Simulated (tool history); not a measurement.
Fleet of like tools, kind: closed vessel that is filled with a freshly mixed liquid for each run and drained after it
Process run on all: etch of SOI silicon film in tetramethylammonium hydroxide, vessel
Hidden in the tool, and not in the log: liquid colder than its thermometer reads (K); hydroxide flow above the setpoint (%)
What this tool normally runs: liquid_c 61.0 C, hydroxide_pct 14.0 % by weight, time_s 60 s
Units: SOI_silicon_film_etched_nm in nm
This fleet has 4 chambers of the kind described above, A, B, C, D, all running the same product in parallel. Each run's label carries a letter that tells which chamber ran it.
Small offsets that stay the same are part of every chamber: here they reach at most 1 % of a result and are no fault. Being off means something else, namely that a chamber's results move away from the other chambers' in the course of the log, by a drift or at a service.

| run | hour | liquid_c | hydroxide_pct | time_s | hours since the thermometer was replaced | hours since the hydroxide flow meter was replaced | read-back film thickness of the SOI silicon film reference wafer, read on the same gauge (nm) | SOI_silicon_film_etched_nm |
|---|---|---|---|---|---|---|---|---|
| 1D | 5.9 | 61.0 | 14.0 | 60 | 425.8 | 1632.7 | 89.996 | 213.91 |
| 2C | 13.0 | 61.0 | 14.0 | 60 | 1042.4 | 41.8 | 89.969 | 214.61 |
| 3B | 23.1 | 61.0 | 14.0 | 60 | 116.0 | 380.3 | 90.011 | 214.70 |
| 4A | 34.0 | 61.0 | 14.0 | 60 | 1269.7 | 1130.4 | 90.037 | 214.03 |
| 5C | 42.2 | 61.0 | 14.0 | 60 | 1071.6 | 71.0 | 90.008 | 213.68 |
|  | 42.6 | chamber A: hydroxide flow meter replaced |
| 6B | 47.5 | 61.0 | 14.0 | 60 | 140.4 | 404.7 | 90.038 | 214.37 |
| 7D | 54.8 | 61.0 | 14.0 | 60 | 474.7 | 1681.6 | 89.999 | 215.74 |
| 8A | 66.0 | 61.0 | 14.0 | 60 | 1301.7 | 23.5 | 90.003 | 212.47 |
| 9A | 73.8 | 61.0 | 14.0 | 60 | 1309.5 | 31.3 | 89.988 | 212.41 |
| 10D | 84.1 | 61.0 | 14.0 | 60 | 504.0 | 1710.9 | 89.996 | 214.67 |
| 11B | 93.7 | 61.0 | 14.0 | 60 | 186.6 | 450.9 | 89.999 | 214.52 |
| 12C | 104.2 | 61.0 | 15.0 | 50 | 1133.6 | 133.0 | 90.008 | 172.09 |
| 13A | 111.9 | 61.0 | 15.0 | 50 | 1347.6 | 69.4 | 89.994 | 170.93 |
| 14C | 123.5 | 61.0 | 15.0 | 50 | 1152.9 | 152.3 | 90.021 | 172.10 |
| 15B | 133.4 | 61.0 | 15.0 | 50 | 226.3 | 490.6 | 89.981 | 172.90 |
| 16D | 144.8 | 61.0 | 14.0 | 60 | 564.7 | 1771.6 | 90.006 | 213.52 |
| 17D | 151.6 | 61.0 | 14.0 | 60 | 571.5 | 1778.4 | 89.967 | 215.02 |
| 18B | 160.0 | 61.0 | 14.0 | 60 | 252.9 | 517.2 | 90.024 | 216.84 |
| 19A | 171.4 | 61.0 | 14.0 | 60 | 1407.1 | 128.9 | 89.972 | 211.05 |
| 20C | 182.5 | 61.0 | 14.0 | 60 | 1211.9 | 211.3 | 90.006 | 212.72 |
|  | 188.0 | chamber C: thermometer replaced |
| 21A | 193.2 | 61.0 | 14.0 | 60 | 1428.9 | 150.7 | 90.024 | 211.21 |
| 22C | 203.3 | 61.0 | 14.0 | 60 | 15.3 | 232.1 | 90.001 | 214.49 |
| 23D | 213.2 | 61.0 | 14.0 | 60 | 633.1 | 1840.0 | 89.995 | 213.43 |
| 24B | 221.9 | 61.0 | 14.0 | 60 | 314.8 | 579.1 | 90.007 | 217.14 |
| 25D | 229.8 | 61.0 | 14.0 | 60 | 649.7 | 1856.6 | 89.970 | 214.05 |
| 26C | 240.8 | 61.0 | 14.0 | 60 | 52.8 | 269.6 | 89.974 | 213.68 |
| 27A | 251.9 | 61.0 | 14.0 | 60 | 1487.6 | 209.4 | 89.993 | 210.48 |
| 28B | 258.9 | 61.0 | 14.0 | 60 | 351.8 | 616.1 | 89.988 | 215.65 |
| 29C | 268.1 | 56.5 | 14.0 | 60 | 80.1 | 296.9 | 90.010 | 160.02 |
| 30A | 277.5 | 56.5 | 14.0 | 60 | 1513.2 | 235.0 | 89.994 | 157.21 |
| 31B | 288.3 | 56.5 | 14.0 | 60 | 381.2 | 645.5 | 90.019 | 164.09 |
| 32D | 297.7 | 56.5 | 14.0 | 60 | 717.6 | 1924.5 | 90.009 | 161.39 |
| 33A | 306.1 | 61.0 | 14.0 | 60 | 1541.8 | 263.6 | 90.029 | 207.46 |
| 34D | 312.9 | 61.0 | 14.0 | 60 | 732.8 | 1939.7 | 90.006 | 214.09 |
| 35B | 318.9 | 61.0 | 14.0 | 60 | 411.8 | 676.1 | 90.031 | 216.31 |
| 36C | 325.5 | 61.0 | 17.5 | 60 | 137.5 | 354.3 | 89.994 | 193.59 |
|  | 325.8 | chamber D: hydroxide flow meter replaced |
| 37A | 332.2 | 61.0 | 17.5 | 60 | 1567.9 | 289.7 | 90.037 | 190.45 |
| 38B | 342.9 | 61.0 | 17.5 | 60 | 435.8 | 700.1 | 89.997 | 197.60 |
| 39D | 351.2 | 61.0 | 17.5 | 60 | 771.1 | 25.5 | 90.022 | 195.41 |
| 40C | 362.2 | 61.0 | 14.0 | 60 | 174.2 | 391.0 | 89.999 | 214.52 |
| 41B | 370.7 | 61.0 | 14.0 | 60 | 463.6 | 727.9 | 89.952 | 216.47 |

Is one chamber out of step, is the gauge drifting, or do the chambers differ by no more than their own small offsets? For an off chamber, give its letter and the likeliest cause.

It is chamber A that slowly wanders off from its peers.
Most likely cause: liquid colder than its thermometer reads (K) = 0.44.

Which of the 4 candidates below, each the usual settings with something changed and its results left as question marks, puts chamber A back in line with what the other chambers give on the usual settings?
Counts as in line when no further than this from what the other chambers average on the usual settings: SOI_silicon_film_etched_nm 3.00 nm
| 42A-1 | 379.0 | 60.5 | 14.0 | 60 |  |  |  | ? |
| 42A-2 | 379.0 | 62.0 | 14.0 | 60 |  |  |  | ? |
| 42A-3 | 379.0 | 60.0 | 14.0 | 60 |  |  |  | ? |
| 42A-4 | 379.0 | 61.5 | 14.0 | 60 |  |  |  | ? |

The other chambers' mean on the usual settings: SOI_silicon_film_etched_nm 214.47 nm
| run | SOI_silicon_film_etched_nm |
|---|---|
| 42A-1 | 200.81 |
| 42A-2 | 220.52 |
| 42A-3 | 194.49 |
| 42A-4 | 213.67 |
The answer is 42A-4, which returns the chamber to within the allowed miss of the others.
